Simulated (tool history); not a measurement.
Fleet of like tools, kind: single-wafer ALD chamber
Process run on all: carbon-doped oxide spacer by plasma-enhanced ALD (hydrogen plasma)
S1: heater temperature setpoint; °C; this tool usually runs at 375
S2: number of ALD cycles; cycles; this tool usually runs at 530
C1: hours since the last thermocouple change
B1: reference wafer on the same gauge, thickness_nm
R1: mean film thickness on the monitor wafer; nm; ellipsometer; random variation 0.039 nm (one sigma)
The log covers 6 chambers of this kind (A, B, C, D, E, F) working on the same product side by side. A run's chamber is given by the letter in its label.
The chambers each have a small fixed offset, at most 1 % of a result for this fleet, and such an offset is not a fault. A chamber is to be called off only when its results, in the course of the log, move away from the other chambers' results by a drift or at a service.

{"run": "1A", "hour": 3.5, "S1": 375, "S2": 530, "C1": 1163.0, "B1": 28.2, "R1": 26.402}
{"run": "2B", "hour": 6.4, "S1": 375, "S2": 530, "C1": 288.5, "B1": 28.203, "R1": 26.411}
{"run": "3D", "hour": 9.3, "S1": 375, "S2": 530, "C1": 1485.3, "B1": 28.208, "R1": 26.411}
{"run": "4C", "hour": 13.3, "S1": 375, "S2": 530, "C1": 476.3, "B1": 28.2, "R1": 26.461}
{"run": "5E", "hour": 19.1, "S1": 369, "S2": 466, "C1": 614.8, "B1": 28.211, "R1": 23.175}
{"run": "6F", "hour": 23.1, "S1": 369, "S2": 466, "C1": 874.1, "B1": 28.223, "R1": 23.312}
{"run": "7D", "hour": 26.5, "S1": 369, "S2": 466, "C1": 1502.5, "B1": 28.226, "R1": 23.235}
{"run": "8B", "hour": 31.4, "S1": 369, "S2": 466, "C1": 313.5, "B1": 28.232, "R1": 23.242}
{"run": "9A", "hour": 36.1, "S1": 369, "S2": 466, "C1": 1195.6, "B1": 28.237, "R1": 23.261}
{"run": "10F", "hour": 40.7, "S1": 369, "S2": 466, "C1": 891.7, "B1": 28.231, "R1": 23.269}
{"run": "11E", "hour": 46.9, "S1": 388, "S2": 530, "C1": 642.6, "B1": 28.246, "R1": 26.348}
{"run": "12C", "hour": 50.5, "S1": 388, "S2": 530, "C1": 513.5, "B1": 28.248, "R1": 26.477}
{"run": "13C", "hour": 53.3, "S1": 388, "S2": 530, "C1": 516.3, "B1": 28.257, "R1": 26.399}
{"run": "14B", "hour": 56.7, "S1": 388, "S2": 530, "C1": 338.8, "B1": 28.249, "R1": 26.457}
{"run": "15A", "hour": 62.1, "S1": 388, "S2": 530, "C1": 1221.6, "B1": 28.251, "R1": 26.45}
{"run": "16D", "hour": 67.5, "S1": 388, "S2": 530, "C1": 1543.5, "B1": 28.265, "R1": 26.414}
{"run": "17E", "hour": 72.1, "S1": 375, "S2": 530, "C1": 667.8, "B1": 28.268, "R1": 26.379}
{"run": "18F", "hour": 77.6, "S1": 375, "S2": 530, "C1": 928.6, "B1": 28.271, "R1": 26.52}
{"run": "19B", "hour": 81.3, "S1": 384, "S2": 457, "C1": 363.4, "B1": 28.283, "R1": 22.787}
{"run": "20D", "hour": 85.3, "S1": 384, "S2": 457, "C1": 1561.3, "B1": 28.283, "R1": 22.894}
{"run": "21F", "hour": 88.5, "S1": 384, "S2": 457, "C1": 939.5, "B1": 28.29, "R1": 22.878}
{"run": "22E", "hour": 93.7, "S1": 384, "S2": 457, "C1": 689.4, "B1": 28.292, "R1": 22.781}
{"run": "23C", "hour": 98.0, "S1": 384, "S2": 457, "C1": 561.0, "B1": 28.295, "R1": 22.841}
{"run": "24A", "hour": 103.6, "S1": 384, "S2": 457, "C1": 1263.1, "B1": 28.301, "R1": 22.83}
{"run": "25A", "hour": 107.0, "S1": 375, "S2": 530, "C1": 1266.5, "B1": 28.308, "R1": 26.404}
{"run": "26B", "hour": 112.7, "S1": 375, "S2": 530, "C1": 394.8, "B1": 28.302, "R1": 26.512}
{"run": "27C", "hour": 116.8, "S1": 375, "S2": 563, "C1": 579.8, "B1": 28.311, "R1": 28.143}
{"run": "28F", "hour": 120.3, "S1": 375, "S2": 563, "C1": 971.3, "B1": 28.321, "R1": 28.238}
{"run": "29D", "hour": 123.6, "S1": 375, "S2": 563, "C1": 1599.6, "B1": 28.323, "R1": 28.155}
{"run": "30E", "hour": 128.0, "S1": 375, "S2": 563, "C1": 723.7, "B1": 28.334, "R1": 27.986}
{"run": "31F", "hour": 133.0, "S1": 375, "S2": 563, "C1": 984.0, "B1": 28.33, "R1": 28.228}
{"run": "32B", "hour": 138.5, "S1": 375, "S2": 563, "C1": 420.6, "B1": 28.341, "R1": 28.259}
{"run": "33C", "hour": 142.3, "S1": 375, "S2": 626, "C1": 605.3, "B1": 28.337, "R1": 31.202}
{"run": "34E", "hour": 148.6, "S1": 375, "S2": 626, "C1": 744.3, "B1": 28.343, "R1": 31.244}
{"run": "35A", "hour": 154.3, "S1": 375, "S2": 626, "C1": 1313.8, "B1": 28.351, "R1": 31.189}
{"run": "36D", "hour": 157.7, "S1": 375, "S2": 626, "C1": 1633.7, "B1": 28.365, "R1": 31.398}
{"run": "37A", "hour": 163.2, "S1": 375, "S2": 626, "C1": 1322.7, "B1": 28.36, "R1": 31.395}
{"run": "38B", "hour": 166.0, "S1": 375, "S2": 626, "C1": 448.1, "B1": 28.352, "R1": 31.394}
{"run": "39E", "hour": 171.4, "S1": 382, "S2": 438, "C1": 767.1, "B1": 28.376, "R1": 21.85}

Read the log: is a single chamber off, either drifting away or since a service, is the gauge that measures every chamber drifting, or is nothing wrong beyond small per-chamber offsets? Name any odd chamber and what most likely caused it.

Gauge drift. The chambers move together only on paper, and none stands off.
What lies behind it: gauge reads high (%) = 0.606.
